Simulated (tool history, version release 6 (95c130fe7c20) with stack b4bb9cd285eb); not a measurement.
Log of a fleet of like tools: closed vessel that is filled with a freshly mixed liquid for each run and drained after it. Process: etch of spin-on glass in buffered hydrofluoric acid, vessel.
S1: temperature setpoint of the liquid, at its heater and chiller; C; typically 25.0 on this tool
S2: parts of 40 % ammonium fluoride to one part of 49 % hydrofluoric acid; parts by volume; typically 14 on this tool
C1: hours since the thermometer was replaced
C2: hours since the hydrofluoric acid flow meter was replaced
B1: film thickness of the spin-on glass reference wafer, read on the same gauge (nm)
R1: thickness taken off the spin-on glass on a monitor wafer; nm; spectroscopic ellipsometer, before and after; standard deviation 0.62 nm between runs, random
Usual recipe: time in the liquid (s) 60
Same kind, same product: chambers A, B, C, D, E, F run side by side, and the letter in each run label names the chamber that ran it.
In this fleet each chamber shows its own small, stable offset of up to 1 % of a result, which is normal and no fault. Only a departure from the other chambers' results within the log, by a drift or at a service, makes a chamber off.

run 1A day=0.262 | S1=25.0 S2=14 time_in_the_liquid_(s)=60 | C1=436.0 C2=523.8 | B1=79.985 | R1=132.190
run 2B day=0.400 | S1=25.0 S2=14 time_in_the_liquid_(s)=60 | C1=1098.5 C2=177.7 | B1=79.965 | R1=134.650
run 3D day=0.692 | S1=25.0 S2=14 time_in_the_liquid_(s)=60 | C1=97.0 C2=407.5 | B1=79.992 | R1=133.960
run 4F day=0.854 | S1=25.0 S2=14 time_in_the_liquid_(s)=60 | C1=738.8 C2=1381.1 | B1=80.003 | R1=133.290
run 5E day=1.083 | S1=23.0 S2=19 time_in_the_liquid_(s)=60 | C1=364.6 C2=713.9 | B1=79.996 | R1=88.207
run 6C day=1.221 | S1=23.0 S2=19 time_in_the_liquid_(s)=60 | C1=862.8 C2=185.0 | B1=79.959 | R1=88.249
run 7A day=1.438 | S1=23.0 S2=19 time_in_the_liquid_(s)=60 | C1=464.2 C2=552.0 | B1=80.011 | R1=87.840
run 8E day=1.688 | S1=23.0 S2=19 time_in_the_liquid_(s)=60 | C1=379.1 C2=728.4 | B1=80.011 | R1=88.538
run 9F day=1.817 | S1=23.0 S2=19 time_in_the_liquid_(s)=60 | C1=761.9 C2=1404.2 | B1=80.006 | R1=88.386
run 10C day=1.988 | S1=23.0 S2=19 time_in_the_liquid_(s)=60 | C1=881.2 C2=203.4 | B1=79.969 | R1=88.500
run 11B day=2.150 | S1=25.0 S2=14 time_in_the_liquid_(s)=60 | C1=1140.5 C2=219.7 | B1=80.033 | R1=133.580
run 12D day=2.317 | S1=25.0 S2=16 time_in_the_liquid_(s)=95 | C1=136.0 C2=446.5 | B1=79.986 | R1=186.670
-- day=2.383 chamber E: hydrofluoric acid flow meter replaced
run 13A day=2.462 | S1=25.0 S2=16 time_in_the_liquid_(s)=95 | C1=488.8 C2=576.6 | B1=79.966 | R1=185.660
run 14E day=2.679 | S1=25.0 S2=16 time_in_the_liquid_(s)=95 | C1=402.9 C2=7.2 | B1=79.980 | R1=186.370
run 15B day=2.842 | S1=25.0 S2=16 time_in_the_liquid_(s)=95 | C1=1157.1 C2=236.3 | B1=80.032 | R1=187.820
run 16C day=3.000 | S1=25.0 S2=16 time_in_the_liquid_(s)=95 | C1=905.5 C2=227.7 | B1=79.987 | R1=185.090
run 17F day=3.200 | S1=25.0 S2=16 time_in_the_liquid_(s)=95 | C1=795.1 C2=1437.4 | B1=79.966 | R1=185.070
run 18D day=3.412 | S1=25.0 S2=14 time_in_the_liquid_(s)=60 | C1=162.3 C2=472.8 | B1=79.948 | R1=133.490
run 19D day=3.633 | S1=25.0 S2=14 time_in_the_liquid_(s)=60 | C1=167.6 C2=478.1 | B1=80.007 | R1=134.420
run 20F day=3.908 | S1=25.0 S2=14 time_in_the_liquid_(s)=60 | C1=812.1 C2=1454.4 | B1=79.970 | R1=133.770
run 21B day=4.054 | S1=25.0 S2=14 time_in_the_liquid_(s)=60 | C1=1186.2 C2=265.4 | B1=79.994 | R1=134.510
run 22E day=4.350 | S1=25.0 S2=14 time_in_the_liquid_(s)=60 | C1=443.0 C2=47.3 | B1=79.994 | R1=133.980
run 23A day=4.567 | S1=25.0 S2=14 time_in_the_liquid_(s)=60 | C1=539.3 C2=627.1 | B1=80.024 | R1=132.430
run 24C day=4.704 | S1=25.0 S2=14 time_in_the_liquid_(s)=60 | C1=946.4 C2=268.6 | B1=79.990 | R1=133.310
run 25F day=4.933 | S1=25.0 S2=14 time_in_the_liquid_(s)=60 | C1=836.7 C2=1479.0 | B1=80.035 | R1=132.240
run 26C day=5.175 | S1=25.0 S2=14 time_in_the_liquid_(s)=60 | C1=957.7 C2=279.9 | B1=79.979 | R1=134.520
run 27B day=5.438 | S1=25.0 S2=14 time_in_the_liquid_(s)=60 | C1=1219.4 C2=298.6 | B1=79.949 | R1=133.740
run 28D day=5.692 | S1=25.0 S2=14 time_in_the_liquid_(s)=60 | C1=217.0 C2=527.5 | B1=79.988 | R1=138.190
run 29A day=5.971 | S1=20.5 S2=14 time_in_the_liquid_(s)=30 | C1=573.0 C2=660.8 | B1=80.005 | R1=51.796
run 30E day=6.183 | S1=20.5 S2=14 time_in_the_liquid_(s)=30 | C1=487.0 C2=91.3 | B1=80.055 | R1=51.946
run 31F day=6.425 | S1=20.5 S2=14 time_in_the_liquid_(s)=30 | C1=872.5 C2=1514.8 | B1=80.024 | R1=52.050
run 32B day=6.712 | S1=20.5 S2=14 time_in_the_liquid_(s)=30 | C1=1250.0 C2=329.2 | B1=80.039 | R1=52.875
run 33D day=6.908 | S1=20.5 S2=14 time_in_the_liquid_(s)=30 | C1=246.2 C2=556.7 | B1=79.980 | R1=53.988
run 34A day=7.171 | S1=20.5 S2=14 time_in_the_liquid_(s)=30 | C1=601.8 C2=689.6 | B1=80.007 | R1=51.823
run 35E day=7.333 | S1=25.0 S2=14 time_in_the_liquid_(s)=60 | C1=514.6 C2=118.9 | B1=80.036 | R1=134.050
run 36C day=7.592 | S1=25.0 S2=14 time_in_the_liquid_(s)=60 | C1=1015.7 C2=337.9 | B1=79.997 | R1=131.440
run 37E day=7.808 | S1=29.0 S2=10 time_in_the_liquid_(s)=60 | C1=526.0 C2=130.3 | B1=79.977 | R1=230.030
run 38C day=8.092 | S1=29.0 S2=10 time_in_the_liquid_(s)=60 | C1=1027.7 C2=349.9 | B1=79.989 | R1=230.420
run 39A day=8.308 | S1=29.0 S2=10 time_in_the_liquid_(s)=60 | C1=629.1 C2=716.9 | B1=80.009 | R1=227.450
run 40F day=8.600 | S1=29.0 S2=10 time_in_the_liquid_(s)=60 | C1=924.7 C2=1567.0 | B1=79.988 | R1=231.570
run 41D day=8.892 | S1=29.0 S2=10 time_in_the_liquid_(s)=60 | C1=293.8 C2=604.3 | B1=80.004 | R1=239.990
run 42B day=9.121 | S1=29.0 S2=10 time_in_the_liquid_(s)=60 | C1=1307.8 C2=387.0 | B1=79.983 | R1=227.610
run 43B day=9.254 | S1=29.5 S2=16 time_in_the_liquid_(s)=60 | C1=1311.0 C2=390.2 | B1=79.983 | R1=150.030

All 6 chambers run these settings next. Forecast each chamber's results:
run 44A day=9.467 | S1=23.0 S2=14 time_in_the_liquid_(s)=60 | R1=?
run 44B day=9.467 | S1=23.0 S2=14 time_in_the_liquid_(s)=60 | R1=?
run 44C day=9.467 | S1=23.0 S2=14 time_in_the_liquid_(s)=60 | R1=?
run 44D day=9.467 | S1=23.0 S2=14 time_in_the_liquid_(s)=60 | R1=?
run 44E day=9.467 | S1=23.0 S2=14 time_in_the_liquid_(s)=60 | R1=?
run 44F day=9.467 | S1=23.0 S2=14 time_in_the_liquid_(s)=60 | R1=?

run=44A R1=119.270
run=44B R1=119.900
run=44C R1=118.600
run=44D R1=128.470
run=44E R1=119.410
run=44F R1=118.970
